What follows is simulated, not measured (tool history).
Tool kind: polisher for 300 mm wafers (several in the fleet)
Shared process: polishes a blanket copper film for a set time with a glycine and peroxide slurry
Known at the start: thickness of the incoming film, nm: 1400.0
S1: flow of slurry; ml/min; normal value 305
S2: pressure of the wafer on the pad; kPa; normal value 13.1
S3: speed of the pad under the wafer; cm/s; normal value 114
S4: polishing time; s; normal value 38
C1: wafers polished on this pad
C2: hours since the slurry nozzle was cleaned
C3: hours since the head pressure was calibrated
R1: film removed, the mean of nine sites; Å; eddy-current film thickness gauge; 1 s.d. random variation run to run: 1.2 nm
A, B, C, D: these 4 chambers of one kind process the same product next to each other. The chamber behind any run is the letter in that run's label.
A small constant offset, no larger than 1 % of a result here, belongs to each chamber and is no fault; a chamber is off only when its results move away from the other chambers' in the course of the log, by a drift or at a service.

run   hour   S1    S2   S3  S4    C1     C2     C3      R1
 1C   11.7  305  13.1  114  38   551  495.7  168.6    1644
      17.8  -- chamber B: worn pad replaced by a new one
 2A   21.3  305  13.1  114  38   629  264.3  210.1  1634.1
 3D   26.8  305  13.1  114  38   777  321.4  246.8  1634.4
      30.8  -- chamber C: slurry nozzle cleaned
 4B   35.1  305  13.1  114  38   191  779.1  505.8  1664.1
      38.9  -- chamber D: worn pad replaced by a new one
 5A   43.2  305  13.1  114  38   871  286.2    232  1609.6
 6B   54.6  305  13.1  114  38   406  798.6  525.3  1659.5
 7C     62  305  13.1  114  38  1106   31.3  218.9  1643.4
 8D   70.9  305  13.1  114  38   353  365.5  290.9  1631.7
      76.1  -- chamber A: worn pad replaced by a new one
 9C   82.5  305  13.1  114  38  1332   51.8  239.4  1618.7
      87.6  -- chamber B: slurry nozzle cleaned
10B   92.7  305  13.1  114  38   826    5.2  563.4  1661.7
     100.4  -- chamber D: head pressure recalibrated
11A  100.6  305  13.1  114  38   270  343.6  289.4  1622.4
       105  -- chamber B: worn pad replaced by a new one
     110.6  -- chamber A: slurry nozzle cleaned
12D  111.5  305  13.1  114  38   800  406.1   11.2  1620.9
13A    119  305  13.1  114  38   473    8.4  307.8  1631.1
14B  129.3  305  13.1  114  38   268   41.8    600  1664.3
15C  141.2  305  13.1  114  38  1979  110.5  298.1    1581
     148.1  -- chamber D: worn pad replaced by a new one
16D  150.7  305  13.1  114  49    28  445.3   50.4  2095.5
17A  161.6  305  13.1  114  49   942     51  350.4  2112.5
18C  170.4  305  13.1  114  49  2300  139.7  327.3  2002.1
       179  -- chamber A: worn pad replaced by a new one
19D  180.3  305  13.1  114  49   354  474.9     80  2076.3
20B  191.9  305  13.1  114  38   958  104.4  662.6  1641.5
     193.2  -- chamber B: worn pad replaced by a new one
21B  204.2  305  13.1  114  38   122  116.7  674.9  1672.8
22D    214  305  13.1  114  38   726  508.6  113.7  1611.2
23C  221.4  305  13.1  114  38  2863  190.7  378.3  1531.4
24A  230.2  260  13.1  114  32   564  119.6    419  1356.9
25A  236.5  260  13.1  114  32   633  125.9  425.3  1389.5
26C  245.3  260  13.1  114  32  3126  214.6  402.2  1249.2
     245.9  -- chamber D: slurry nozzle cleaned
       249  -- chamber D: worn pad replaced by a new one
27B  253.9  260  13.1  114  32   669  166.4  724.6  1362.9
28D  262.2  305  13.1  114  38   146   16.3  161.9  1629.1
29C  270.1  305  13.1  114  38  3399  239.4    427  1499.9

Next, every chamber runs the same settings. What will each give?
30A  279.2  305  13.1  114  38               ?
30B  279.2  305  13.1  114  38               ?
30C  279.2  305  13.1  114  38               ?
30D  279.2  305  13.1  114  38               ?

run      R1
30A  1650.6
30B  1660.8
30C  1502.8
30D  1643.3
